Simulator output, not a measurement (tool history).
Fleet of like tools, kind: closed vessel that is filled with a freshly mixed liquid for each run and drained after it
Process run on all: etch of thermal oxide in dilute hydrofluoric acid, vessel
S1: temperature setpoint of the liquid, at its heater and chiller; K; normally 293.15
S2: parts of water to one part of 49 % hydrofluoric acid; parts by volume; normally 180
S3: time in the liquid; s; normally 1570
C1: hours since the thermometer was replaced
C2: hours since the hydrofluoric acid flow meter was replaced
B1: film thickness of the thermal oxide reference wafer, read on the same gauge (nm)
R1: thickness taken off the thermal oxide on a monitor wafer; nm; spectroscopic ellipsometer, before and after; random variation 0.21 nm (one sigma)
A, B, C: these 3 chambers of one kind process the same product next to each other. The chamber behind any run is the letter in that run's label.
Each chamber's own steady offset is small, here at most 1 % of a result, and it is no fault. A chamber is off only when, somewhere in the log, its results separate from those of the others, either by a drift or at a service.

run 1B hour=6.8 | S1=293.15 S2=180 S3=1570 | C1=1733.3 C2=74.5 | B1=110.00 | R1=34.534
run 2C hour=16.5 | S1=293.15 S2=180 S3=1570 | C1=552.9 C2=452.5 | B1=110.01 | R1=34.165
run 3A hour=23.6 | S1=293.15 S2=180 S3=1570 | C1=521.4 C2=1599.3 | B1=109.98 | R1=34.163
-- hour=25.6 chamber B: thermometer replaced
run 4A hour=35.2 | S1=293.15 S2=180 S3=1570 | C1=533.0 C2=1610.9 | B1=110.03 | R1=34.391
run 5B hour=46.2 | S1=293.15 S2=180 S3=1570 | C1=20.7 C2=113.9 | B1=110.01 | R1=34.340
run 6C hour=57.2 | S1=293.15 S2=220 S3=2040 | C1=593.6 C2=493.2 | B1=109.96 | R1=34.599
run 7C hour=64.6 | S1=293.15 S2=220 S3=2040 | C1=601.0 C2=500.6 | B1=110.01 | R1=34.803
run 8B hour=71.7 | S1=293.15 S2=220 S3=2040 | C1=46.2 C2=139.4 | B1=110.01 | R1=35.002
run 9A hour=84.4 | S1=293.15 S2=180 S3=1570 | C1=582.2 C2=1660.1 | B1=109.98 | R1=34.046
run 10A hour=92.1 | S1=293.15 S2=180 S3=1570 | C1=589.9 C2=1667.8 | B1=109.98 | R1=34.144
run 11B hour=100.0 | S1=293.15 S2=180 S3=1570 | C1=74.5 C2=167.7 | B1=109.99 | R1=34.315
run 12C hour=112.7 | S1=293.15 S2=180 S3=1570 | C1=649.1 C2=548.7 | B1=110.02 | R1=33.523
run 13A hour=121.7 | S1=293.15 S2=180 S3=1570 | C1=619.5 C2=1697.4 | B1=109.95 | R1=34.267
run 14C hour=129.3 | S1=293.15 S2=180 S3=1570 | C1=665.7 C2=565.3 | B1=109.99 | R1=33.394
-- hour=137.2 chamber A: thermometer replaced
run 15B hour=138.5 | S1=293.15 S2=180 S3=1570 | C1=113.0 C2=206.2 | B1=109.98 | R1=34.566
run 16A hour=149.5 | S1=293.15 S2=180 S3=1570 | C1=12.3 C2=1725.2 | B1=110.03 | R1=34.209
run 17C hour=158.5 | S1=293.15 S2=180 S3=1570 | C1=694.9 C2=594.5 | B1=110.00 | R1=33.204
run 18B hour=168.5 | S1=293.15 S2=180 S3=1570 | C1=143.0 C2=236.2 | B1=109.95 | R1=34.134
run 19A hour=176.0 | S1=293.15 S2=180 S3=1570 | C1=38.8 C2=1751.7 | B1=109.98 | R1=34.279
run 20B hour=183.1 | S1=293.15 S2=180 S3=1570 | C1=157.6 C2=250.8 | B1=110.05 | R1=34.050
run 21C hour=195.6 | S1=293.15 S2=180 S3=1570 | C1=732.0 C2=631.6 | B1=109.98 | R1=32.521
run 22A hour=204.7 | S1=293.15 S2=180 S3=1570 | C1=67.5 C2=1780.4 | B1=110.03 | R1=34.319
run 23B hour=211.6 | S1=293.15 S2=180 S3=1570 | C1=186.1 C2=279.3 | B1=110.02 | R1=34.488
run 24C hour=222.6 | S1=293.15 S2=180 S3=1570 | C1=759.0 C2=658.6 | B1=109.95 | R1=32.409
run 25B hour=234.9 | S1=293.15 S2=180 S3=1570 | C1=209.4 C2=302.6 | B1=110.01 | R1=34.392
run 26C hour=242.4 | S1=293.15 S2=260 S3=1570 | C1=778.8 C2=678.4 | B1=110.02 | R1=20.740
run 27A hour=249.1 | S1=293.15 S2=260 S3=1570 | C1=111.9 C2=1824.8 | B1=110.02 | R1=21.705
run 28C hour=255.3 | S1=293.15 S2=260 S3=1570 | C1=791.7 C2=691.3 | B1=109.98 | R1=20.639
run 29B hour=264.7 | S1=293.15 S2=180 S3=1570 | C1=239.2 C2=332.4 | B1=109.99 | R1=34.261
run 30A hour=275.0 | S1=293.15 S2=180 S3=1570 | C1=137.8 C2=1850.7 | B1=109.99 | R1=34.303
run 31B hour=282.3 | S1=296.65 S2=180 S3=1570 | C1=256.8 C2=350.0 | B1=109.99 | R1=38.948

One chamber off, gauge drift, or nothing amiss beyond the chambers' own small offsets? If it is a chamber, which one, and what is the likeliest cause?

Little by little, chamber C moves away from the other chambers.
Likeliest cause: liquid colder than its thermometer reads (K) = 1.95.
With only this log, it may be confused with: hydrofluoric acid flow below the setpoint (%).

Here are 4 candidates for chamber C's next run, each the usual settings with a change, their results left as question marks. Which one brings its results back in line with what the others give on the usual settings?
In line means no further than this from the other chambers' mean on the usual settings: R1 0.750 nm
run 32C-1 hour=291.7 | S1=293.15 S2=180 S3=1710 | R1=?
run 32C-2 hour=291.7 | S1=293.15 S2=175 S3=1570 | R1=?
run 32C-3 hour=291.7 | S1=293.15 S2=185 S3=1570 | R1=?
run 32C-4 hour=291.7 | S1=293.15 S2=180 S3=1430 | R1=?

Usual-settings mean across the other chambers: R1 34.317 nm
run=32C-1 R1=34.274
run=32C-2 R1=32.508
run=32C-3 R1=30.485
run=32C-4 R1=28.662
With 32C-1, the chamber falls back in line with the rest.

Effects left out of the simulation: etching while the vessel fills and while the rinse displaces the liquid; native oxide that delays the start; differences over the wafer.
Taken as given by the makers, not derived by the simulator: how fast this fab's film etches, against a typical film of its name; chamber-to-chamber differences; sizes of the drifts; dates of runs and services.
